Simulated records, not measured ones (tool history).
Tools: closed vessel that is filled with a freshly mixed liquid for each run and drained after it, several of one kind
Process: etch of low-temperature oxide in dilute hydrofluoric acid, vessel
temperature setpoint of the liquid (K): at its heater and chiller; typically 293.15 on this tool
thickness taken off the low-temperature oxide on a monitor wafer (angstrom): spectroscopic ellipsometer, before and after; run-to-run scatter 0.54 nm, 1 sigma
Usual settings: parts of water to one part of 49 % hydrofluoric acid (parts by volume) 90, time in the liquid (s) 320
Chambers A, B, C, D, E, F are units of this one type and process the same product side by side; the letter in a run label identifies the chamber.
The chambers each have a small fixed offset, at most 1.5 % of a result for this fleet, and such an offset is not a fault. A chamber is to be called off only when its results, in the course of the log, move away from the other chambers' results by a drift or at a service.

run,hour,temperature setpoint of the liquid (K),parts of water to one part of 49 % hydrofluoric acid (parts by volume),time in the liquid (s),"read-back film thickness of the low-temperature oxide reference wafer, read on the same gauge (nm)",thickness taken off the low-temperature oxide on a monitor wafer (angstrom)
1A,5.8,293.15,90,320,79.981,594.58
2B,15.1,293.15,90,320,80.002,607.29
3E,20.9,293.15,90,320,80.018,600.75
4C,26.0,293.15,90,320,80.003,591.44
5F,33.7,293.15,90,320,80.009,601.23
6D,41.2,293.15,90,320,80.012,596.25
7D,51.6,293.15,90,320,80.006,602.61
8B,59.3,293.15,90,320,79.993,611.61
9C,66.5,293.15,90,320,79.987,602.44
10F,75.7,293.15,90,320,80.002,585.18
11A,84.2,293.15,90,320,79.985,602.09
12E,89.7,293.15,90,320,79.994,606.13
13E,99.9,290.15,90,435,79.984,709.80
14D,110.9,290.15,90,435,80.012,720.84
15B,122.3,290.15,90,435,80.002,718.70
16A,129.8,290.15,90,435,80.003,718.51
17F,136.3,290.15,90,435,80.001,709.49
18C,147.8,290.15,90,435,80.028,713.64
19D,155.8,293.15,90,320,79.979,597.31
20C,161.9,293.15,90,320,80.012,602.76
21A,169.5,293.15,90,320,80.009,600.16
22B,177.8,293.15,90,320,80.030,599.73
23E,187.0,293.15,90,320,79.983,576.75
24F,198.1,294.65,90,320,79.995,619.56
25D,208.4,294.65,90,320,80.010,633.01
26E,217.0,294.65,90,320,79.982,617.88
# hour 221.4: chamber B: thermometer replaced
27F,228.3,294.65,90,320,80.007,619.58
28A,233.7,294.65,90,320,79.979,641.99
29B,241.7,294.65,90,320,80.001,654.10
30C,249.6,293.15,90,320,80.007,592.07
31C,261.0,293.15,90,320,80.017,600.43
32F,272.0,293.15,90,320,79.992,591.03
33B,279.0,293.15,90,320,79.996,605.80
34D,284.9,293.15,90,320,80.010,599.38
35E,295.8,293.15,90,320,80.006,569.42
36A,307.2,293.15,90,320,80.003,604.37

What goes on in this fleet: one chamber off, a drifting gauge, or nothing beyond the chambers' own small offsets? Name the chamber and the cause, if any.

It is chamber E that slowly wanders off from its peers.
Most likely cause: liquid colder than its thermometer reads (K) = 2.04.
The log may not tell that from: hydrofluoric acid flow below the setpoint (%).

Here are 4 candidates for chamber E's next run, each the usual settings with a change, their results left as question marks. Which one brings its results back in line with what the others give on the usual settings?
A result is in line if it is within this distance of the other chambers' mean on the usual settings: thickness taken off the low-temperature oxide on a monitor wafer (angstrom) 19.00
37E-1,315.7,295.15,90,320,,?
37E-2,315.7,293.65,90,355,,?
37E-3,315.7,293.15,90,280,,?
37E-4,315.7,291.15,90,320,,?

On the usual settings, the other chambers give on average: thickness taken off the low-temperature oxide on a monitor wafer (angstrom) 599.68
run,thickness taken off the low-temperature oxide on a monitor wafer (angstrom)
37E-1,603.56
37E-2,628.78
37E-3,485.63
37E-4,509.83
37E-1 is the one that brings the chamber's results back in line with the other chambers.
